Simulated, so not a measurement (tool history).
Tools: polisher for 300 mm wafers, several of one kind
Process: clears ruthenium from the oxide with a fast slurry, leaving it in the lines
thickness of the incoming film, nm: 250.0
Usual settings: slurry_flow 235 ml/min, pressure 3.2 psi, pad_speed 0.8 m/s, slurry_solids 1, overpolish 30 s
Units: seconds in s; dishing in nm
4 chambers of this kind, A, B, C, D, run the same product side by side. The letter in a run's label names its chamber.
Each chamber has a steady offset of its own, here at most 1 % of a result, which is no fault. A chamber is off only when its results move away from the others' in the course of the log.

-- day=0.050 chamber C: slurry nozzle cleaned
-- day=0.217 chamber B: worn pad replaced by a new one
run 1C day=0.325 | slurry_flow=235 pressure=3.2 pad_speed=0.8 slurry_solids=1 overpolish=30 | seconds=79.075 dishing=66.394
-- day=0.708 chamber A: worn pad replaced by a new one
run 2B day=0.821 | slurry_flow=235 pressure=3.2 pad_speed=0.8 slurry_solids=1 overpolish=30 | seconds=79.296 dishing=66.569
run 3A day=1.283 | slurry_flow=235 pressure=3.2 pad_speed=0.8 slurry_solids=1 overpolish=30 | seconds=79.241 dishing=63.141
run 4D day=1.596 | slurry_flow=235 pressure=3.2 pad_speed=0.8 slurry_solids=1 overpolish=30 | seconds=78.988 dishing=62.528
-- day=1.750 chamber A: slurry nozzle cleaned
-- day=1.758 chamber B: head pressure recalibrated
run 5C day=2.108 | slurry_flow=210 pressure=4.2 pad_speed=0.8 slurry_solids=1 overpolish=30 | seconds=60.352 dishing=76.738
-- day=2.258 chamber A: head pressure recalibrated
run 6B day=2.767 | slurry_flow=210 pressure=4.2 pad_speed=0.8 slurry_solids=1 overpolish=30 | seconds=61.019 dishing=76.514
run 7A day=3.125 | slurry_flow=210 pressure=4.2 pad_speed=0.8 slurry_solids=1 overpolish=30 | seconds=60.715 dishing=80.101
-- day=3.258 chamber B: worn pad replaced by a new one
run 8D day=3.450 | slurry_flow=210 pressure=4.2 pad_speed=0.8 slurry_solids=1 overpolish=30 | seconds=61.758 dishing=78.918
-- day=3.504 chamber A: worn pad replaced by a new one
-- day=3.829 chamber C: head pressure recalibrated
run 9C day=3.846 | slurry_flow=235 pressure=3.2 pad_speed=0.8 slurry_solids=1 overpolish=30 | seconds=79.309 dishing=65.819
-- day=4.417 chamber D: worn pad replaced by a new one
run 10B day=4.438 | slurry_flow=235 pressure=4.2 pad_speed=0.8 slurry_solids=1 overpolish=40 | seconds=62.596 dishing=90.771
run 11D day=5.054 | slurry_flow=235 pressure=4.2 pad_speed=0.8 slurry_solids=1 overpolish=40 | seconds=60.694 dishing=93.039
-- day=5.329 chamber C: worn pad replaced by a new one
run 12A day=5.517 | slurry_flow=235 pressure=4.2 pad_speed=0.8 slurry_solids=1 overpolish=40 | seconds=58.409 dishing=90.931
-- day=5.792 chamber D: slurry nozzle cleaned
run 13C day=5.838 | slurry_flow=235 pressure=4.2 pad_speed=0.8 slurry_solids=1 overpolish=40 | seconds=60.030 dishing=96.975
run 14B day=6.246 | slurry_flow=235 pressure=3.2 pad_speed=0.8 slurry_solids=1 overpolish=30 | seconds=82.725 dishing=64.279
-- day=6.646 chamber B: worn pad replaced by a new one
run 15D day=6.688 | slurry_flow=235 pressure=3.2 pad_speed=0.8 slurry_solids=1 overpolish=30 | seconds=78.611 dishing=66.104
run 16A day=7.062 | slurry_flow=235 pressure=3.2 pad_speed=0.8 slurry_solids=1 overpolish=30 | seconds=79.922 dishing=65.070
-- day=7.146 chamber A: worn pad replaced by a new one
run 17C day=7.617 | slurry_flow=235 pressure=3.2 pad_speed=0.8 slurry_solids=1 overpolish=30 | seconds=78.827 dishing=64.414
run 18A day=8.138 | slurry_flow=235 pressure=3.2 pad_speed=0.8 slurry_solids=1 overpolish=30 | seconds=78.797 dishing=64.300
-- day=8.417 chamber D: slurry blender recalibrated
run 19D day=8.642 | slurry_flow=235 pressure=3.2 pad_speed=0.8 slurry_solids=1 overpolish=30 | seconds=79.505 dishing=65.844
run 20B day=9.192 | slurry_flow=235 pressure=3.2 pad_speed=0.8 slurry_solids=1 overpolish=30 | seconds=85.107 dishing=61.939
-- day=9.279 chamber C: slurry nozzle cleaned
-- day=9.408 chamber B: worn pad replaced by a new one
run 21D day=9.642 | slurry_flow=235 pressure=3.2 pad_speed=0.8 slurry_solids=1 overpolish=30 | seconds=78.888 dishing=65.626
-- day=9.917 chamber A: worn pad replaced by a new one
run 22B day=10.254 | slurry_flow=235 pressure=3.2 pad_speed=0.8 slurry_solids=1 overpolish=30 | seconds=85.945 dishing=62.227
-- day=10.483 chamber A: slurry blender recalibrated
run 23A day=10.854 | slurry_flow=235 pressure=3.2 pad_speed=0.8 slurry_solids=1 overpolish=30 | seconds=78.988 dishing=65.214
run 24C day=11.354 | slurry_flow=235 pressure=3.2 pad_speed=0.8 slurry_solids=1 overpolish=30 | seconds=79.807 dishing=67.862
-- day=11.662 chamber C: slurry blender recalibrated
run 25C day=11.712 | slurry_flow=160 pressure=2.3 pad_speed=0.8 slurry_solids=1 overpolish=30 | seconds=114.240 dishing=48.822
run 26A day=12.092 | slurry_flow=160 pressure=2.3 pad_speed=0.8 slurry_solids=1 overpolish=30 | seconds=115.080 dishing=49.276

Is one chamber off against the others, does the gauge drift, or is nothing wrong? If a chamber is off, say which, and what the likeliest cause is.

Chamber B drifts away from the others.
Cause: abrasive missing from the slurry, % = 22.4.
The log may not tell that from: head's pressure below its setpoint, %.

Here are 4 candidates for chamber B's next run, each the usual settings with a change, their results left as question marks. Which one brings its results back in line with what the others give on the usual settings?
In line means no further than this from the other chambers' mean on the usual settings: seconds 2.800 s; dishing 4.500 nm
run 27B-1 day=12.575 | slurry_flow=235 pressure=3.0 pad_speed=0.74 slurry_solids=1.00 overpolish=30 | seconds=? dishing=?
run 27B-2 day=12.575 | slurry_flow=230 pressure=2.9 pad_speed=0.72 slurry_solids=0.95 overpolish=30 | seconds=? dishing=?
run 27B-3 day=12.575 | slurry_flow=240 pressure=3.5 pad_speed=0.88 slurry_solids=1.05 overpolish=30 | seconds=? dishing=?
run 27B-4 day=12.575 | slurry_flow=235 pressure=3.4 pad_speed=0.86 slurry_solids=1.00 overpolish=30 | seconds=? dishing=?

The other chambers' mean on the usual settings: seconds 78.509 s; dishing 65.494 nm
run=27B-1 seconds=104.830 dishing=52.758
run=27B-2 seconds=114.730 dishing=49.092
run=27B-3 seconds=73.589 dishing=68.832
run=27B-4 seconds=79.634 dishing=65.027
27B-4 brings the chamber back in line.

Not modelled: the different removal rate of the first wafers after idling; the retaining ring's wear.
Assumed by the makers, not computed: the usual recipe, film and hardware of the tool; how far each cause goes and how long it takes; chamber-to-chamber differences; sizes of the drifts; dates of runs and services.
